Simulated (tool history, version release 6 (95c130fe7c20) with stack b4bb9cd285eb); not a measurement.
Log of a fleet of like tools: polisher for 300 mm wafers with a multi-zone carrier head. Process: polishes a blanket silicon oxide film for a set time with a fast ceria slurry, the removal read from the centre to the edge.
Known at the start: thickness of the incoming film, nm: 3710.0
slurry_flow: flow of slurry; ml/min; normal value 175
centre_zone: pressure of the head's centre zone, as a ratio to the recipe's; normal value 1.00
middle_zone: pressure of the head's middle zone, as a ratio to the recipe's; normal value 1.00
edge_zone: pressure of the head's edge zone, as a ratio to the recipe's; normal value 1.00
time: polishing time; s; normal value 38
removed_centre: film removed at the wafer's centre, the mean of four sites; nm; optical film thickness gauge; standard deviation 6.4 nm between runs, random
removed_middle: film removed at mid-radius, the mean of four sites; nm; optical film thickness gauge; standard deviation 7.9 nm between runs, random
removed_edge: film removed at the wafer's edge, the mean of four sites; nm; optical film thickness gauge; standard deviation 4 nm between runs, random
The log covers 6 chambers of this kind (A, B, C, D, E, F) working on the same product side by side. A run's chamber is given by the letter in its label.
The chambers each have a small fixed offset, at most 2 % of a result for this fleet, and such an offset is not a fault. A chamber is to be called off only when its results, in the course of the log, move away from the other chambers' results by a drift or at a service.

run,hour,slurry_flow,centre_zone,middle_zone,edge_zone,time,wafers polished on this pad,hours since the slurry nozzle was cleaned,hours since the centre zone pressure was calibrated,hours since the edge zone pressure was calibrated,removed_centre,removed_middle,removed_edge
1D,4.1,175,1.00,1.00,1.00,38,741,302.1,350.0,791.6,527.76,525.18,543.22
2C,8.2,175,1.00,1.00,1.00,38,191,243.0,373.9,376.6,532.94,549.49,532.63
3E,10.8,175,1.00,1.00,1.00,38,343,414.6,128.8,631.0,520.20,538.74,538.33
4B,15.9,175,1.00,1.00,1.00,38,927,56.8,463.0,219.1,533.30,531.50,528.69
5A,21.0,175,1.00,1.00,1.00,38,417,231.0,782.5,296.6,526.20,528.17,531.16
6F,23.7,175,1.00,1.00,1.00,38,464,71.5,236.4,204.2,535.98,532.59,538.46
7B,28.1,175,1.00,1.00,1.00,38,1087,69.0,475.2,231.3,538.20,527.94,534.78
# hour 29.6: chamber D: worn pad replaced by a new one
8F,30.8,175,1.00,1.00,1.00,38,557,78.6,243.5,211.3,523.48,545.63,536.85
9D,34.8,175,1.00,1.00,1.00,38,69,332.8,380.7,822.3,537.34,531.85,540.68
10C,37.4,175,1.00,1.00,1.00,38,575,272.2,403.1,405.8,526.08,536.97,539.70
11A,41.3,175,1.00,1.00,1.00,38,683,251.3,802.8,316.9,524.40,547.82,536.07
# hour 42.4: chamber E: worn pad replaced by a new one
12E,44.4,175,1.00,1.00,1.00,38,26,448.2,162.4,664.6,534.28,530.25,531.83
# hour 46.1: chamber B: worn pad replaced by a new one
13C,49.5,175,1.00,1.00,1.00,38,734,284.3,415.2,417.9,536.15,536.87,533.45
14A,52.8,175,1.00,1.00,1.00,38,835,262.8,814.3,328.4,530.33,545.53,533.32
15D,56.8,175,1.04,1.00,1.00,38,358,354.8,402.7,844.3,568.07,528.97,533.80
16E,60.8,175,1.04,1.00,1.00,38,242,464.6,178.8,681.0,553.74,536.63,539.45
17F,64.8,175,1.04,1.00,1.00,38,1004,112.6,277.5,245.3,549.80,534.64,534.09
18B,68.6,175,1.04,1.00,1.00,38,296,109.5,515.7,271.8,548.49,548.58,533.34
19C,73.5,175,1.04,1.00,1.00,38,1049,308.3,439.2,441.9,572.68,542.31,534.35
# hour 74.8: chamber C: worn pad replaced by a new one
20F,76.7,175,1.04,1.00,1.00,38,1160,124.5,289.4,257.2,549.74,524.95,524.07
21A,80.8,175,1.00,1.00,1.00,38,1202,290.8,842.3,356.4,530.42,535.18,532.56
22D,84.3,175,1.00,1.00,1.00,38,719,382.3,430.2,871.8,538.93,515.45,540.30
23B,87.2,175,1.00,1.00,1.00,38,540,128.1,534.3,290.4,534.64,553.51,536.09
24E,90.5,175,1.00,1.00,1.00,38,632,494.3,208.5,710.7,536.97,546.78,532.11
# hour 91.2: chamber E: worn pad replaced by a new one
# hour 93.4: chamber A: worn pad replaced by a new one
25C,95.4,175,1.00,1.00,1.00,38,271,330.2,461.1,463.8,537.33,545.98,531.49
26F,98.3,175,1.00,1.00,0.93,45,1444,146.1,311.0,278.8,601.18,614.37,586.21
# hour 100.7: chamber D: slurry nozzle cleaned
27D,102.5,175,1.00,1.00,0.93,45,958,1.9,448.4,890.0,646.10,616.54,617.37
# hour 102.9: chamber A: slurry nozzle cleaned
# hour 103.7: chamber C: slurry nozzle cleaned
28B,106.3,175,1.00,1.00,0.93,45,791,147.2,553.4,309.5,622.97,617.83,609.06
29E,110.1,175,1.00,1.00,0.93,45,248,513.9,228.1,730.3,644.76,641.76,619.45
# hour 112.9: chamber D: worn pad replaced by a new one
30A,113.2,175,1.00,1.00,0.93,45,260,10.3,874.7,388.8,644.70,658.87,604.99
31F,117.4,175,1.00,1.00,0.93,45,1695,165.2,330.1,297.9,586.47,628.32,582.53
32E,121.4,175,1.00,1.00,1.00,38,397,525.2,239.4,741.6,544.03,529.52,540.97
# hour 124.3: chamber C: edge zone pressure recalibrated
33D,124.9,175,1.00,1.00,1.00,38,158,24.3,470.8,912.4,531.09,527.80,540.39
34C,129.9,175,1.00,1.00,1.00,38,724,26.3,495.6,5.6,540.81,530.27,531.39
35B,133.7,175,1.00,1.00,1.00,38,1151,174.6,580.8,336.9,536.04,544.03,540.92
36A,138.0,175,1.00,1.00,1.00,38,586,35.1,899.5,413.6,526.05,541.67,532.12
# hour 139.8: chamber B: worn pad replaced by a new one
37B,142.8,175,1.00,1.00,1.00,38,39,183.7,589.9,346.0,533.23,538.13,530.28
# hour 146.0: chamber E: worn pad replaced by a new one
38D,146.2,175,1.00,1.00,1.00,38,438,45.6,492.1,933.7,533.23,524.43,543.36
39A,149.5,175,1.00,1.00,1.00,38,737,46.6,911.0,425.1,544.84,549.50,543.04
40E,152.6,175,1.00,1.00,1.00,46,87,556.4,270.6,772.8,633.97,647.10,645.68
41F,154.9,175,1.00,1.00,1.00,46,2187,202.7,367.6,335.4,590.36,607.39,602.81
# hour 156.9: chamber C: centre zone pressure recalibrated
42C,158.4,175,1.00,1.00,1.00,46,1098,54.8,1.6,34.1,663.19,658.43,647.86

For the next run the whole fleet of 6 chambers uses the same settings. Give each chamber's results:
43A,162.1,175,1.00,1.04,1.00,38,,,,,?,?,?
43B,162.1,175,1.00,1.04,1.00,38,,,,,?,?,?
43C,162.1,175,1.00,1.04,1.00,38,,,,,?,?,?
43D,162.1,175,1.00,1.04,1.00,38,,,,,?,?,?
43E,162.1,175,1.00,1.04,1.00,38,,,,,?,?,?
43F,162.1,175,1.00,1.04,1.00,38,,,,,?,?,?

run,removed_centre,removed_middle,removed_edge
43A,541.08,559.72,536.35
43B,535.76,546.18,530.00
43C,533.00,558.61,536.99
43D,539.21,551.99,542.55
43E,538.55,557.82,542.75
43F,485.47,528.56,496.02
